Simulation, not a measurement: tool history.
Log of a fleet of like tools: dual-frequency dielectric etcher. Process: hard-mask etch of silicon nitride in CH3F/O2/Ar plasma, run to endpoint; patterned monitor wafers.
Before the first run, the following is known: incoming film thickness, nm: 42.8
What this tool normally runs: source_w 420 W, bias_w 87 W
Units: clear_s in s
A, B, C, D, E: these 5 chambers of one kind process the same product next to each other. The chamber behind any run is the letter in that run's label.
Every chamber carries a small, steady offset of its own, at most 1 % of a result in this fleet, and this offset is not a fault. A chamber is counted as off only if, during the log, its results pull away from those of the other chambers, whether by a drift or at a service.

| run | hour | source_w | bias_w | clear_s |
|---|---|---|---|---|
| 1B | 4.2 | 420 | 87 | 56.696 |
| 2D | 9.3 | 420 | 87 | 57.261 |
| 3C | 12.9 | 420 | 87 | 56.785 |
| 4A | 15.7 | 420 | 87 | 56.536 |
| 5E | 21.9 | 520 | 87 | 53.189 |
| 6D | 26.4 | 520 | 87 | 52.481 |
| 7E | 31.8 | 520 | 87 | 52.906 |
| 8B | 34.9 | 520 | 87 | 52.799 |
| 9A | 38.3 | 520 | 87 | 52.123 |
| 10C | 44.5 | 420 | 87 | 56.696 |
| 11C | 48.4 | 420 | 87 | 56.879 |
|  | 50.0 | chamber A: source power generator calibrated |
| 12A | 51.9 | 420 | 87 | 56.496 |
| 13E | 57.2 | 420 | 87 | 57.160 |
| 14B | 63.2 | 420 | 87 | 57.192 |
| 15D | 66.1 | 420 | 87 | 57.173 |
| 16A | 72.1 | 420 | 87 | 56.570 |
| 17B | 77.1 | 420 | 87 | 56.998 |
| 18D | 82.2 | 330 | 98 | 60.216 |
| 19E | 87.6 | 330 | 98 | 59.516 |
| 20C | 91.7 | 330 | 98 | 59.213 |
| 21A | 97.2 | 330 | 98 | 59.522 |
| 22D | 102.3 | 330 | 98 | 59.633 |
| 23C | 106.7 | 420 | 87 | 56.776 |
| 24B | 109.8 | 420 | 87 | 57.160 |
| 25E | 113.9 | 420 | 87 | 56.519 |
|  | 114.8 | chamber A: wet clean of the chamber |
| 26C | 120.2 | 420 | 87 | 56.796 |
| 27B | 126.3 | 420 | 87 | 56.857 |
| 28D | 132.0 | 420 | 87 | 56.913 |
| 29E | 138.5 | 420 | 87 | 56.005 |
|  | 141.2 | chamber B: wet clean of the chamber |
| 30A | 142.8 | 420 | 87 | 56.793 |
| 31E | 149.3 | 420 | 87 | 56.192 |
| 32D | 153.9 | 420 | 87 | 57.002 |
| 33C | 158.1 | 420 | 68 | 61.963 |
| 34B | 162.3 | 420 | 68 | 62.006 |
| 35A | 167.8 | 420 | 68 | 61.916 |
| 36C | 173.7 | 420 | 68 | 62.254 |
| 37E | 177.7 | 420 | 68 | 60.621 |
| 38B | 183.1 | 420 | 87 | 56.497 |

The same settings go to every chamber for the next run, one line per chamber below. Forecast the results for each:
| 39A | 187.8 | 420 | 104 | ? |
| 39B | 187.8 | 420 | 104 | ? |
| 39C | 187.8 | 420 | 104 | ? |
| 39D | 187.8 | 420 | 104 | ? |
| 39E | 187.8 | 420 | 104 | ? |

| run | clear_s |
|---|---|
| 39A | 53.165 |
| 39B | 53.692 |
| 39C | 52.953 |
| 39D | 53.665 |
| 39E | 52.279 |

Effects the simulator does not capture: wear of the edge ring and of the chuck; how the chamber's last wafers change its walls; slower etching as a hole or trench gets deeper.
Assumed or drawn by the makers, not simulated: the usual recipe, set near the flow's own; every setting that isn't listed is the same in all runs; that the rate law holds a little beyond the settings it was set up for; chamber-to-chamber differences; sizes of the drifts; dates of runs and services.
